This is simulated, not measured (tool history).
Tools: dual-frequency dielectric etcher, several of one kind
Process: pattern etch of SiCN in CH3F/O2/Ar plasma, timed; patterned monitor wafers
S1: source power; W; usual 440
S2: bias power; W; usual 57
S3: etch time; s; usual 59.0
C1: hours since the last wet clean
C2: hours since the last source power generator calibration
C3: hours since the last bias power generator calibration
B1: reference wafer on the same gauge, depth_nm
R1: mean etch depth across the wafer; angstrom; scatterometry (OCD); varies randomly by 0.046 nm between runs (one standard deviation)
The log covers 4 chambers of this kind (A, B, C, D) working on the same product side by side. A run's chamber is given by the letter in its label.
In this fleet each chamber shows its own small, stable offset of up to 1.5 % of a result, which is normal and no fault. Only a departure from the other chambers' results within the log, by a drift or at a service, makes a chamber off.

Run 1B, day 0.521: usual settings; C1 283.6; C2 771.9; C3 2848.8; B1 22.998. Result: R1 212.69 angstrom.
Run 2C, day 0.883: usual settings; C1 597.8; C2 60.2; C3 171.8; B1 22.988. Result: R1 209.78 angstrom.
Run 3D, day 1.412: usual settings; C1 250.5; C2 1443.7; C3 1820.4; B1 23.002. Result: R1 213.95 angstrom.
At day 2.062: chamber C: wet clean of the chamber.
Run 4A, day 2.088: usual settings; C1 237.3; C2 417.4; C3 3214.8; B1 22.987. Result: R1 212.20 angstrom.
Run 5B, day 2.383: usual settings; C1 328.3; C2 816.6; C3 2893.5; B1 22.985. Result: R1 212.20 angstrom.
Run 6D, day 2.954: usual settings; C1 287.5; C2 1480.7; C3 1857.4; B1 23.005. Result: R1 214.03 angstrom.
Run 7A, day 3.575: usual settings; C1 273.0; C2 453.1; C3 3250.5; B1 22.990. Result: R1 212.11 angstrom.
Run 8C, day 4.088: usual settings; C1 48.7; C2 137.1; C3 248.7; B1 22.991. Result: R1 208.58 angstrom.
Run 9A, day 4.688: usual settings; C1 299.7; C2 479.8; C3 3277.2; B1 22.998. Result: R1 212.37 angstrom.
Run 10B, day 4.996: usual settings; C1 391.0; C2 879.3; C3 2956.2; B1 22.984. Result: R1 212.63 angstrom.
Run 11D, day 5.658: usual settings but S1 390 W, S3 48.5 s; C1 352.4; C2 1545.6; C3 1922.3; B1 23.004. Result: R1 167.20 angstrom.
At day 5.675: chamber B: wet clean of the chamber.
Run 12C, day 6.350: usual settings but S1 390 W, S3 48.5 s; C1 103.0; C2 191.4; C3 303.0; B1 22.988. Result: R1 164.83 angstrom.
At day 6.725: chamber A: wet clean of the chamber.
Run 13A, day 6.788: usual settings but S1 390 W, S3 48.5 s; C1 1.5; C2 530.2; C3 3327.6; B1 22.994. Result: R1 166.67 angstrom.
Run 14C, day 7.417: usual settings but S1 390 W, S3 48.5 s; C1 128.6; C2 217.0; C3 328.6; B1 22.982. Result: R1 163.68 angstrom.
At day 7.662: chamber D: wet clean of the chamber.
Run 15B, day 7.775: usual settings; C1 50.5; C2 946.0; C3 3022.9; B1 23.017. Result: R1 211.77 angstrom.
At day 7.817: chamber A: bias power generator calibrated.
Run 16D, day 8.179: usual settings; C1 12.5; C2 1606.1; C3 1982.8; B1 23.008. Result: R1 212.77 angstrom.
Run 17C, day 8.767: usual settings; C1 161.0; C2 249.4; C3 361.0; B1 22.995. Result: R1 208.76 angstrom.
Run 18B, day 9.417: usual settings; C1 89.9; C2 985.4; C3 3062.3; B1 23.008. Result: R1 212.70 angstrom.
Run 19D, day 9.846: usual settings; C1 52.5; C2 1646.1; C3 2022.8; B1 22.993. Result: R1 212.66 angstrom.
Run 20A, day 10.358: usual settings; C1 87.2; C2 615.9; C3 61.1; B1 23.001. Result: R1 212.18 angstrom.
Run 21B, day 10.675: usual settings; C1 120.1; C2 1015.6; C3 3092.5; B1 22.995. Result: R1 212.37 angstrom.
Run 22A, day 11.004: usual settings; C1 102.7; C2 631.4; C3 76.6; B1 22.997. Result: R1 212.44 angstrom.
Run 23C, day 11.333: usual settings; C1 222.6; C2 311.0; C3 422.6; B1 22.999. Result: R1 208.90 angstrom.
Run 24D, day 11.904: usual settings; C1 101.9; C2 1695.5; C3 2072.2; B1 23.008. Result: R1 212.52 angstrom.
Run 25D, day 12.546: usual settings; C1 117.3; C2 1710.9; C3 2087.6; B1 23.003. Result: R1 213.72 angstrom.
Run 26A, day 13.200: usual settings; C1 155.4; C2 684.1; C3 129.3; B1 23.007. Result: R1 213.18 angstrom.

All chambers now run identical settings, listed one chamber a line with results as question marks. What results will each chamber show?
Run 27A, day 13.696: usual settings but S1 510 W. Result: R1 ?.
Run 27B, day 13.696: usual settings but S1 510 W. Result: R1 ?.
Run 27C, day 13.696: usual settings but S1 510 W. Result: R1 ?.
Run 27D, day 13.696: usual settings but S1 510 W. Result: R1 ?.

run      R1
27A  225.00
27B  224.57
27C  220.60
27D  224.85
